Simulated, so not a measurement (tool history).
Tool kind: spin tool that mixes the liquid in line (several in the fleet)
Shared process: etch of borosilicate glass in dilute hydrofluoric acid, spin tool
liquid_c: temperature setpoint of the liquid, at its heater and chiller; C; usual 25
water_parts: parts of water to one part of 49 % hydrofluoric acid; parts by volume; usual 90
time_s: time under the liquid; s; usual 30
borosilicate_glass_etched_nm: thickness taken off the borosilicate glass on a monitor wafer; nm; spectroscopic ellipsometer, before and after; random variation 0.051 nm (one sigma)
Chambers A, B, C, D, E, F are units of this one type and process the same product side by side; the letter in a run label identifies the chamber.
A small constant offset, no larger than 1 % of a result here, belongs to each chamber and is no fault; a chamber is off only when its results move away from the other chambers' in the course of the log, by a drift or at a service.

run	hour	liquid_c	water_parts	time_s	read-back film thickness of the borosilicate glass reference wafer, read on the same gauge (nm)	borosilicate_glass_etched_nm
1C	12	25	90	30	29.947	11.75
2F	21	25	90	30	29.994	11.857
# hour 35.3: chamber E: thermometer replaced
3A	36.3	25	90	30	30.021	11.665
4E	44.8	25	90	30	30.034	11.767
5B	51.9	25	90	30	29.98	11.692
6D	66.4	25	90	30	30.026	11.687
7C	75.1	25	90	30	29.994	11.657
8A	88.7	25	90	30	29.97	11.825
9B	95.9	25	90	30	29.97	11.635
10D	111	25	90	30	30.001	11.679
11E	125.3	25	75	20	29.985	9.5144
12F	139.5	25	75	20	29.986	9.6469
# hour 143.1: chamber F: hydrofluoric acid flow meter replaced
13E	147.1	25	75	20	30.012	9.4966
14C	161	25	75	20	29.99	9.5449
15A	174.5	25	75	20	30.013	9.4901
16B	186.5	25	75	20	30.001	9.5555
17D	195.7	23	90	30	29.978	10.799
18F	212	23	90	30	29.97	10.906
# hour 219.7: chamber C: thermometer replaced
19F	220.1	23	90	30	30.043	11.03
20E	236.3	23	90	30	30.01	10.865
21A	245.7	23	90	30	29.973	10.757
22C	261	23	90	30	29.997	10.883
23D	270.3	25	90	30	29.979	11.629
24B	282.6	25	90	30	29.983	11.736
25D	296.3	25	90	30	30.024	11.719
# hour 299.6: chamber E: hydrofluoric acid flow meter replaced
# hour 302.6: chamber F: thermometer replaced
# hour 305.8: chamber A: hydrofluoric acid flow meter replaced
26A	309.9	25	90	30	29.997	11.711
27C	321	25	90	30	29.999	11.691
28E	336.9	25	90	30	30.025	11.762
29F	351.5	25	90	50	29.973	19.66
30B	366.6	25	90	50	30.019	19.63
31E	375.2	25	90	50	29.982	19.569
32A	388.5	25	90	50	29.987	19.542
33F	398	25	90	50	30.001	19.687
34B	407.6	25	90	50	30.012	19.527
35C	420.1	25	90	30	30.013	11.682
36D	428.9	25	90	20	30.021	7.7042
37B	444.8	25	90	20	30.033	7.782
38E	458.1	25	90	20	30.009	7.8037
39A	467	25	90	20	29.983	7.8748
40D	482.5	25	90	20	30.023	7.8418

Has any chamber moved away from the others, gradually or after a service, or does the common gauge drift, or do the chambers differ only by their own small steady offsets? State the chamber and the most likely cause if one applies.

No chamber is off and the gauge is stable; the differences are just each chamber's small, constant offset.
